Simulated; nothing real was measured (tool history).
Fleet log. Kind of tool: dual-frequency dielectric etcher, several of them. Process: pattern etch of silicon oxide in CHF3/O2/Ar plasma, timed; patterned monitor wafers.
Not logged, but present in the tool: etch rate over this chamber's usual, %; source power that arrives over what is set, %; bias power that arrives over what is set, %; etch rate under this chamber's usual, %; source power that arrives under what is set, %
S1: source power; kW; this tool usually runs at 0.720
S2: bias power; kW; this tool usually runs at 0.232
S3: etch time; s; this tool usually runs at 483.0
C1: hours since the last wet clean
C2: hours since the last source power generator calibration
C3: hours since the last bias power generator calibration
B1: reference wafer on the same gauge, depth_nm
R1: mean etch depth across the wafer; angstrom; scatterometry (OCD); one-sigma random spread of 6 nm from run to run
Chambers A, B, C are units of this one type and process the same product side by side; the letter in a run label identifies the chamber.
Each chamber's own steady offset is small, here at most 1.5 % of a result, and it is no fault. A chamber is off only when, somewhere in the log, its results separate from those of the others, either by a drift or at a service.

run 1B hour=6.6 | S1=0.720 S2=0.232 S3=483.0 | C1=350.0 C2=1687.3 C3=1325.2 | B1=1320.5 | R1=11016.0
run 2A hour=16.7 | S1=0.720 S2=0.232 S3=483.0 | C1=309.4 C2=1597.4 C3=4076.9 | B1=1318.4 | R1=11372.0
-- hour=17.2 chamber B: wet clean of the chamber
run 3C hour=23.8 | S1=0.720 S2=0.232 S3=483.0 | C1=463.8 C2=655.0 C3=237.0 | B1=1320.1 | R1=11150.0
run 4C hour=28.7 | S1=0.720 S2=0.232 S3=483.0 | C1=468.7 C2=659.9 C3=241.9 | B1=1319.2 | R1=11145.0
run 5A hour=37.2 | S1=0.720 S2=0.232 S3=483.0 | C1=329.9 C2=1617.9 C3=4097.4 | B1=1319.5 | R1=11187.0
run 6B hour=43.4 | S1=0.720 S2=0.232 S3=483.0 | C1=26.3 C2=1724.1 C3=1362.0 | B1=1320.3 | R1=11126.0
run 7A hour=52.1 | S1=0.720 S2=0.232 S3=483.0 | C1=344.8 C2=1632.8 C3=4112.3 | B1=1321.3 | R1=11348.0
run 8C hour=57.6 | S1=0.720 S2=0.232 S3=483.0 | C1=497.6 C2=688.8 C3=270.8 | B1=1319.9 | R1=11283.0
run 9B hour=67.6 | S1=0.720 S2=0.232 S3=483.0 | C1=50.5 C2=1748.3 C3=1386.2 | B1=1318.6 | R1=11095.0
-- hour=68.8 chamber C: wet clean of the chamber
run 10C hour=77.1 | S1=0.720 S2=0.232 S3=483.0 | C1=8.4 C2=708.3 C3=290.3 | B1=1320.4 | R1=10673.0
run 11A hour=87.2 | S1=0.720 S2=0.177 S3=404.5 | C1=379.9 C2=1667.9 C3=4147.4 | B1=1320.7 | R1=8632.5
run 12B hour=98.0 | S1=0.720 S2=0.177 S3=404.5 | C1=80.9 C2=1778.7 C3=1416.6 | B1=1318.7 | R1=8456.1
run 13C hour=103.9 | S1=0.720 S2=0.177 S3=404.5 | C1=35.2 C2=735.1 C3=317.1 | B1=1320.1 | R1=8203.3
-- hour=107.7 chamber A: wet clean of the chamber
run 14A hour=111.8 | S1=0.720 S2=0.232 S3=483.0 | C1=4.1 C2=1692.5 C3=4172.0 | B1=1318.9 | R1=11322.0
run 15B hour=116.9 | S1=0.720 S2=0.232 S3=483.0 | C1=99.8 C2=1797.6 C3=1435.5 | B1=1318.0 | R1=11146.0
run 16C hour=123.2 | S1=0.720 S2=0.232 S3=483.0 | C1=54.5 C2=754.4 C3=336.4 | B1=1319.7 | R1=10685.0
run 17B hour=130.4 | S1=0.720 S2=0.232 S3=483.0 | C1=113.3 C2=1811.1 C3=1449.0 | B1=1318.5 | R1=11075.0
run 18A hour=140.2 | S1=0.720 S2=0.232 S3=483.0 | C1=32.5 C2=1720.9 C3=4200.4 | B1=1319.9 | R1=11363.0
run 19B hour=146.1 | S1=0.720 S2=0.232 S3=483.0 | C1=129.0 C2=1826.8 C3=1464.7 | B1=1320.3 | R1=11051.0
run 20C hour=151.8 | S1=0.720 S2=0.232 S3=483.0 | C1=83.1 C2=783.0 C3=365.0 | B1=1320.3 | R1=10679.0
run 21A hour=161.4 | S1=0.720 S2=0.232 S3=483.0 | C1=53.7 C2=1742.1 C3=4221.6 | B1=1319.2 | R1=11297.0
run 22C hour=170.2 | S1=0.720 S2=0.232 S3=483.0 | C1=101.5 C2=801.4 C3=383.4 | B1=1321.5 | R1=10668.0
run 23A hour=178.4 | S1=0.720 S2=0.232 S3=483.0 | C1=70.7 C2=1759.1 C3=4238.6 | B1=1319.1 | R1=11276.0
run 24B hour=184.6 | S1=0.720 S2=0.232 S3=483.0 | C1=167.5 C2=1865.3 C3=1503.2 | B1=1319.8 | R1=11110.0
run 25A hour=191.3 | S1=0.720 S2=0.232 S3=483.0 | C1=83.6 C2=1772.0 C3=4251.5 | B1=1317.7 | R1=11299.0
run 26B hour=196.6 | S1=0.720 S2=0.232 S3=483.0 | C1=179.5 C2=1877.3 C3=1515.2 | B1=1321.6 | R1=11026.0
run 27C hour=205.3 | S1=0.720 S2=0.232 S3=483.0 | C1=136.6 C2=836.5 C3=418.5 | B1=1322.0 | R1=10762.0
run 28B hour=214.7 | S1=0.720 S2=0.232 S3=483.0 | C1=197.6 C2=1895.4 C3=1533.3 | B1=1320.7 | R1=11032.0

Next, every chamber runs the same settings. What will each give?
run 29A hour=222.7 | S1=0.720 S2=0.232 S3=483.0 | R1=?
run 29B hour=222.7 | S1=0.720 S2=0.232 S3=483.0 | R1=?
run 29C hour=222.7 | S1=0.720 S2=0.232 S3=483.0 | R1=?

run=29A R1=11326.0
run=29B R1=11068.0
run=29C R1=10584.0

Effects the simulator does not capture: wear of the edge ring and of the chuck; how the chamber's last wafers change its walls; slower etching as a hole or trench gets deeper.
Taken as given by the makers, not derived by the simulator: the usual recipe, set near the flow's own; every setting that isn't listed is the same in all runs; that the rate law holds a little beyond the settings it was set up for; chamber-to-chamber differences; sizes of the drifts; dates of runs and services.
